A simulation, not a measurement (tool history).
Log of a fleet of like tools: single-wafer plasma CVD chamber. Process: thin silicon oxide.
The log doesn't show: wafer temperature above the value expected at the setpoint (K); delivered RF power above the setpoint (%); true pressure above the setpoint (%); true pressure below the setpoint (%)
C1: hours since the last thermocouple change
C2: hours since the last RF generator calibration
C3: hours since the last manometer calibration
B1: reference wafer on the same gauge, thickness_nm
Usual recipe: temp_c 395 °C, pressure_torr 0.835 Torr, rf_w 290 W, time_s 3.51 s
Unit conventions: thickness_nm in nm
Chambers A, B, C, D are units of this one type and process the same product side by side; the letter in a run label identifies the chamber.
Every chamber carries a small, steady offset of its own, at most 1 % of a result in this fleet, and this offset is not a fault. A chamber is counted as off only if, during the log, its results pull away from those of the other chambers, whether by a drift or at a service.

Run 1B, hour 9.9: usual settings; C1 396.1; C2 488.4; C3 751.4; B1 6.3844. Result: thickness_nm 6.5653 nm.
Run 2C, hour 17.8: usual settings; C1 2026.9; C2 1346.9; C3 1344.3; B1 6.3828. Result: thickness_nm 6.5883 nm.
Run 3D, hour 25.5: usual settings; C1 1047.8; C2 1590.9; C3 732.6; B1 6.3765. Result: thickness_nm 6.6799 nm.
Run 4A, hour 32.0: usual settings; C1 1615.2; C2 940.8; C3 1683.7; B1 6.3807. Result: thickness_nm 6.6863 nm.
Run 5C, hour 39.8: usual settings; C1 2048.9; C2 1368.9; C3 1366.3; B1 6.3820. Result: thickness_nm 6.5476 nm.
Run 6A, hour 45.9: usual settings; C1 1629.1; C2 954.7; C3 1697.6; B1 6.3780. Result: thickness_nm 6.6595 nm.
Run 7D, hour 52.3: usual settings; C1 1074.6; C2 1617.7; C3 759.4; B1 6.3799. Result: thickness_nm 6.7358 nm.
At hour 55.9: chamber C: thermocouple changed; heater temperature recalibrated.
Run 8B, hour 60.2: usual settings; C1 446.4; C2 538.7; C3 801.7; B1 6.3835. Result: thickness_nm 6.6086 nm.
Run 9D, hour 65.8: usual settings; C1 1088.1; C2 1631.2; C3 772.9; B1 6.3778. Result: thickness_nm 6.6978 nm.
Run 10A, hour 74.8: usual settings but temp_c 401 °C, time_s 3.80 s; C1 1658.0; C2 983.6; C3 1726.5; B1 6.3802. Result: thickness_nm 7.2095 nm.
Run 11C, hour 79.5: usual settings but temp_c 401 °C, time_s 3.80 s; C1 23.7; C2 1408.6; C3 1406.0; B1 6.3810. Result: thickness_nm 7.0743 nm.
Run 12B, hour 88.6: usual settings but temp_c 401 °C, time_s 3.80 s; C1 474.8; C2 567.1; C3 830.1; B1 6.3713. Result: thickness_nm 7.1310 nm.
Run 13B, hour 96.2: usual settings but temp_c 401 °C, time_s 3.80 s; C1 482.4; C2 574.7; C3 837.7; B1 6.3811. Result: thickness_nm 7.0953 nm.
Run 14A, hour 105.6: usual settings; C1 1688.8; C2 1014.4; C3 1757.3; B1 6.3848. Result: thickness_nm 6.7037 nm.
Run 15C, hour 113.8: usual settings; C1 58.0; C2 1442.9; C3 1440.3; B1 6.3830. Result: thickness_nm 6.6359 nm.
Run 16D, hour 118.3: usual settings; C1 1140.6; C2 1683.7; C3 825.4; B1 6.3822. Result: thickness_nm 6.6549 nm.
Run 17D, hour 126.2: usual settings; C1 1148.5; C2 1691.6; C3 833.3; B1 6.3780. Result: thickness_nm 6.7434 nm.
Run 18B, hour 134.1: usual settings but rf_w 320 W; C1 520.3; C2 612.6; C3 875.6; B1 6.3880. Result: thickness_nm 6.8878 nm.
Run 19A, hour 139.5: usual settings but rf_w 320 W; C1 1722.7; C2 1048.3; C3 1791.2; B1 6.3762. Result: thickness_nm 6.9947 nm.
Run 20C, hour 146.6: usual settings but rf_w 320 W; C1 90.8; C2 1475.7; C3 1473.1; B1 6.3811. Result: thickness_nm 6.8856 nm.
Run 21B, hour 154.1: usual settings but rf_w 320 W; C1 540.3; C2 632.6; C3 895.6; B1 6.3799. Result: thickness_nm 6.8490 nm.
Run 22C, hour 161.7: usual settings; C1 105.9; C2 1490.8; C3 1488.2; B1 6.3790. Result: thickness_nm 6.6327 nm.
Run 23A, hour 169.2: usual settings; C1 1752.4; C2 1078.0; C3 1820.9; B1 6.3785. Result: thickness_nm 6.6661 nm.
Run 24D, hour 175.5: usual settings; C1 1197.8; C2 1740.9; C3 882.6; B1 6.3818. Result: thickness_nm 6.7020 nm.
Run 25C, hour 181.8: usual settings; C1 126.0; C2 1510.9; C3 1508.3; B1 6.3807. Result: thickness_nm 6.6413 nm.
Run 26A, hour 188.2: usual settings; C1 1771.4; C2 1097.0; C3 1839.9; B1 6.3788. Result: thickness_nm 6.6806 nm.
Run 27B, hour 196.5: usual settings; C1 582.7; C2 675.0; C3 938.0; B1 6.3818. Result: thickness_nm 6.6096 nm.
Run 28D, hour 201.5: usual settings; C1 1223.8; C2 1766.9; C3 908.6; B1 6.3805. Result: thickness_nm 6.7051 nm.
Run 29C, hour 210.4: usual settings; C1 154.6; C2 1539.5; C3 1536.9; B1 6.3777. Result: thickness_nm 6.6562 nm.

Is one chamber off against the others, does the gauge drift, or is nothing wrong? If a chamber is off, say which, and what the likeliest cause is.

Neither any chamber nor the gauge drifts; the chambers differ only by their own small, steady offsets.
